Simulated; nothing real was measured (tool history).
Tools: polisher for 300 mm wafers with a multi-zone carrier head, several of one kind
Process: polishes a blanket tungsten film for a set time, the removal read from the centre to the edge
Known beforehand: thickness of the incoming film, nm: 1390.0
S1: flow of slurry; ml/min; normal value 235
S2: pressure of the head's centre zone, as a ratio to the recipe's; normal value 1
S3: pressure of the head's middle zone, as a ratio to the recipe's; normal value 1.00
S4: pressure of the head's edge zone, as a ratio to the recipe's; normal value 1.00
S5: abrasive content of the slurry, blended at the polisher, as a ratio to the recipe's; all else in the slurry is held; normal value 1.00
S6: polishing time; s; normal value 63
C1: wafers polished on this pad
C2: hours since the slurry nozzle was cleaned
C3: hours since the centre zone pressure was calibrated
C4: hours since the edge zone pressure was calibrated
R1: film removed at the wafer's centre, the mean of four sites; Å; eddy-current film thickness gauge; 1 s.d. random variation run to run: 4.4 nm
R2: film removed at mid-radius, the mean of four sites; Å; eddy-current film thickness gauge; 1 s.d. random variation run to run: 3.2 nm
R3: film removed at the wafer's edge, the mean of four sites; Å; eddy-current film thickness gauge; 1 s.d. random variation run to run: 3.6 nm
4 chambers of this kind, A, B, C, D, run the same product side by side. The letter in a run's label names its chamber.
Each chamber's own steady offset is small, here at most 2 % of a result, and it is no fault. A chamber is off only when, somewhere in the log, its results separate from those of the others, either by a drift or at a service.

Run 1A, day 0.392: usual settings; C1 527; C2 200.2; C3 248.6; C4 377.4. Result: R1 3409.6 Å, R2 3457.0 Å, R3 3424.3 Å.
Run 2C, day 0.875: usual settings; C1 298; C2 246.4; C3 409.7; C4 301.2. Result: R1 3436.0 Å, R2 3462.0 Å, R3 3373.1 Å.
Run 3B, day 1.358: usual settings; C1 242; C2 480.9; C3 469.2; C4 603.9. Result: R1 3400.2 Å, R2 3552.9 Å, R3 3526.8 Å.
Run 4D, day 1.629: usual settings; C1 421; C2 706.6; C3 381.8; C4 242.7. Result: R1 3381.2 Å, R2 3457.7 Å, R3 3422.7 Å.
Run 5C, day 1.946: usual settings; C1 475; C2 272.1; C3 435.4; C4 326.9. Result: R1 3421.7 Å, R2 3426.1 Å, R3 3438.7 Å.
Run 6D, day 2.208: usual settings; C1 517; C2 720.5; C3 395.7; C4 256.6. Result: R1 3481.0 Å, R2 3465.0 Å, R3 3484.3 Å.
Run 7A, day 2.654: usual settings; C1 902; C2 254.5; C3 302.9; C4 431.7. Result: R1 3416.9 Å, R2 3467.1 Å, R3 3454.3 Å.
Run 8B, day 2.900: usual settings; C1 498; C2 517.9; C3 506.2; C4 640.9. Result: R1 3435.7 Å, R2 3464.9 Å, R3 3518.4 Å.
At day 2.917: chamber C: worn pad replaced by a new one.
Run 9A, day 3.225: usual settings; C1 997; C2 268.2; C3 316.6; C4 445.4. Result: R1 3414.0 Å, R2 3437.4 Å, R3 3530.8 Å.
Run 10B, day 3.604: usual settings but S5 1.15; C1 615; C2 534.8; C3 523.1; C4 657.8. Result: R1 3676.2 Å, R2 3526.8 Å, R3 3661.7 Å.
Run 11C, day 4.125: usual settings but S5 1.15; C1 200; C2 324.4; C3 487.7; C4 379.2. Result: R1 3466.7 Å, R2 3582.9 Å, R3 3515.4 Å.
At day 4.225: chamber D: slurry nozzle cleaned.
Run 12D, day 4.358: usual settings but S5 1.15; C1 874; C2 3.3; C3 447.3; C4 308.2. Result: R1 3617.0 Å, R2 3552.8 Å, R3 3595.2 Å.
At day 4.617: chamber D: worn pad replaced by a new one.
Run 13D, day 4.838: usual settings but S5 1.15; C1 36; C2 14.8; C3 458.8; C4 319.7. Result: R1 3617.3 Å, R2 3565.1 Å, R3 3546.8 Å.
At day 5.008: chamber B: worn pad replaced by a new one.
Run 14A, day 5.262: usual settings; C1 1334; C2 317.1; C3 365.5; C4 494.3. Result: R1 3480.7 Å, R2 3455.1 Å, R3 3457.4 Å.
Run 15C, day 5.746: usual settings; C1 469; C2 363.3; C3 526.6; C4 418.1. Result: R1 3422.8 Å, R2 3486.7 Å, R3 3422.1 Å.
At day 5.938: chamber A: worn pad replaced by a new one.
Run 16B, day 6.221: usual settings; C1 201; C2 597.6; C3 585.9; C4 720.6. Result: R1 3531.9 Å, R2 3568.1 Å, R3 3484.4 Å.
At day 6.617: chamber C: worn pad replaced by a new one.
Run 17D, day 6.662: usual settings; C1 339; C2 58.6; C3 502.6; C4 363.5. Result: R1 3495.3 Å, R2 3452.8 Å, R3 3411.3 Å.
Run 18C, day 6.892: usual settings; C1 45; C2 390.8; C3 554.1; C4 445.6. Result: R1 3355.7 Å, R2 3465.3 Å, R3 3434.7 Å.
Run 19B, day 7.304: usual settings; C1 380; C2 623.6; C3 611.9; C4 746.6. Result: R1 3442.8 Å, R2 3496.3 Å, R3 3558.4 Å.
Run 20A, day 7.742: usual settings; C1 299; C2 376.6; C3 425.0; C4 553.8. Result: R1 3370.7 Å, R2 3405.7 Å, R3 3452.0 Å.
At day 7.888: chamber C: centre zone pressure recalibrated.
Run 21B, day 8.025: usual settings; C1 500; C2 640.9; C3 629.2; C4 763.9. Result: R1 3589.6 Å, R2 3515.3 Å, R3 3536.0 Å.
Run 22A, day 8.517: usual settings; C1 427; C2 395.2; C3 443.6; C4 572.4. Result: R1 3396.0 Å, R2 3515.1 Å, R3 3482.5 Å.
Run 23D, day 8.854: usual settings; C1 702; C2 111.2; C3 555.2; C4 416.1. Result: R1 3596.7 Å, R2 3507.9 Å, R3 3461.5 Å.
Run 24C, day 9.329: usual settings; C1 450; C2 449.3; C3 34.7; C4 504.1. Result: R1 3868.7 Å, R2 3455.4 Å, R3 3440.3 Å.
Run 25C, day 9.562: usual settings; C1 488; C2 454.9; C3 40.3; C4 509.7. Result: R1 3834.7 Å, R2 3528.2 Å, R3 3424.8 Å.
Run 26B, day 10.033: usual settings; C1 833; C2 689.1; C3 677.4; C4 812.1. Result: R1 3537.3 Å, R2 3434.6 Å, R3 3489.2 Å.
At day 10.158: chamber C: worn pad replaced by a new one.
At day 10.312: chamber D: worn pad replaced by a new one.
Run 27A, day 10.462: usual settings but S4 0.91; C1 750; C2 441.9; C3 490.3; C4 619.1. Result: R1 3491.9 Å, R2 3431.0 Å, R3 3337.1 Å.
At day 10.558: chamber B: centre zone pressure recalibrated.
At day 10.700: chamber B: worn pad replaced by a new one.
Run 28D, day 10.800: usual settings but S4 0.91; C1 81; C2 157.9; C3 601.9; C4 462.8. Result: R1 3460.8 Å, R2 3403.4 Å, R3 3323.6 Å.
Run 29A, day 11.196: usual settings but S4 0.91; C1 871; C2 459.5; C3 507.9; C4 636.7. Result: R1 3457.8 Å, R2 3405.7 Å, R3 3350.0 Å.
Run 30C, day 11.683: usual settings but S4 0.91; C1 253; C2 505.8; C3 91.2; C4 560.6. Result: R1 3839.5 Å, R2 3464.1 Å, R3 3264.2 Å.
At day 11.988: chamber D: edge zone pressure recalibrated.
Run 31B, day 12.071: usual settings but S4 0.96; C1 227; C2 738.0; C3 36.3; C4 861.0. Result: R1 3528.1 Å, R2 3465.2 Å, R3 3507.8 Å.
Run 32D, day 12.500: usual settings but S4 0.96; C1 363; C2 198.7; C3 642.7; C4 12.3. Result: R1 3483.7 Å, R2 3442.5 Å, R3 3391.5 Å.
Run 33A, day 12.950: usual settings but S4 0.96; C1 1162; C2 501.6; C3 550.0; C4 678.8. Result: R1 3344.8 Å, R2 3526.2 Å, R3 3333.0 Å.
Run 34D, day 13.417: usual settings but S4 0.96; C1 515; C2 220.7; C3 664.7; C4 34.3. Result: R1 3529.4 Å, R2 3418.5 Å, R3 3477.8 Å.
Run 35B, day 13.833: usual settings; C1 519; C2 780.3; C3 78.6; C4 903.3. Result: R1 3422.6 Å, R2 3478.7 Å, R3 3493.0 Å.
At day 13.929: chamber C: worn pad replaced by a new one.
Run 36C, day 14.112: usual settings; C1 30; C2 564.1; C3 149.5; C4 618.9. Result: R1 3847.9 Å, R2 3524.1 Å, R3 3494.1 Å.
At day 14.267: chamber D: centre zone pressure recalibrated.
Run 37A, day 14.554: usual settings; C1 1428; C2 540.1; C3 588.5; C4 717.3. Result: R1 3382.1 Å, R2 3498.6 Å, R3 3470.0 Å.
At day 14.833: chamber A: worn pad replaced by a new one.
At day 14.983: chamber A: slurry nozzle cleaned.
Run 38B, day 15.071: usual settings; C1 725; C2 810.0; C3 108.3; C4 933.0. Result: R1 3465.3 Å, R2 3446.3 Å, R3 3565.9 Å.
Run 39D, day 15.458: usual settings; C1 853; C2 269.7; C3 28.7; C4 83.3. Result: R1 3470.9 Å, R2 3519.0 Å, R3 3557.0 Å.
Run 40C, day 15.962: usual settings but S3 1.08; C1 337; C2 608.5; C3 193.9; C4 663.3. Result: R1 3921.6 Å, R2 3731.5 Å, R3 3481.8 Å.
Run 41A, day 16.438: usual settings but S3 1.08; C1 266; C2 35.0; C3 633.7; C4 762.5. Result: R1 3453.7 Å, R2 3745.9 Å, R3 3457.8 Å.

The same settings go to every chamber for the next run, one line per chamber below. Forecast the results for each:
Run 42A, day 16.808: usual settings but S4 0.89. Result: R1 ?, R2 ?, R3 ?.
Run 42B, day 16.808: usual settings but S4 0.89. Result: R1 ?, R2 ?, R3 ?.
Run 42C, day 16.808: usual settings but S4 0.89. Result: R1 ?, R2 ?, R3 ?.
Run 42D, day 16.808: usual settings but S4 0.89. Result: R1 ?, R2 ?, R3 ?.

run      R1      R2      R3
42A  3419.6  3443.9  3240.8
42B  3421.4  3487.8  3313.4
42C  3814.4  3476.0  3186.1
42D  3469.7  3444.7  3246.8
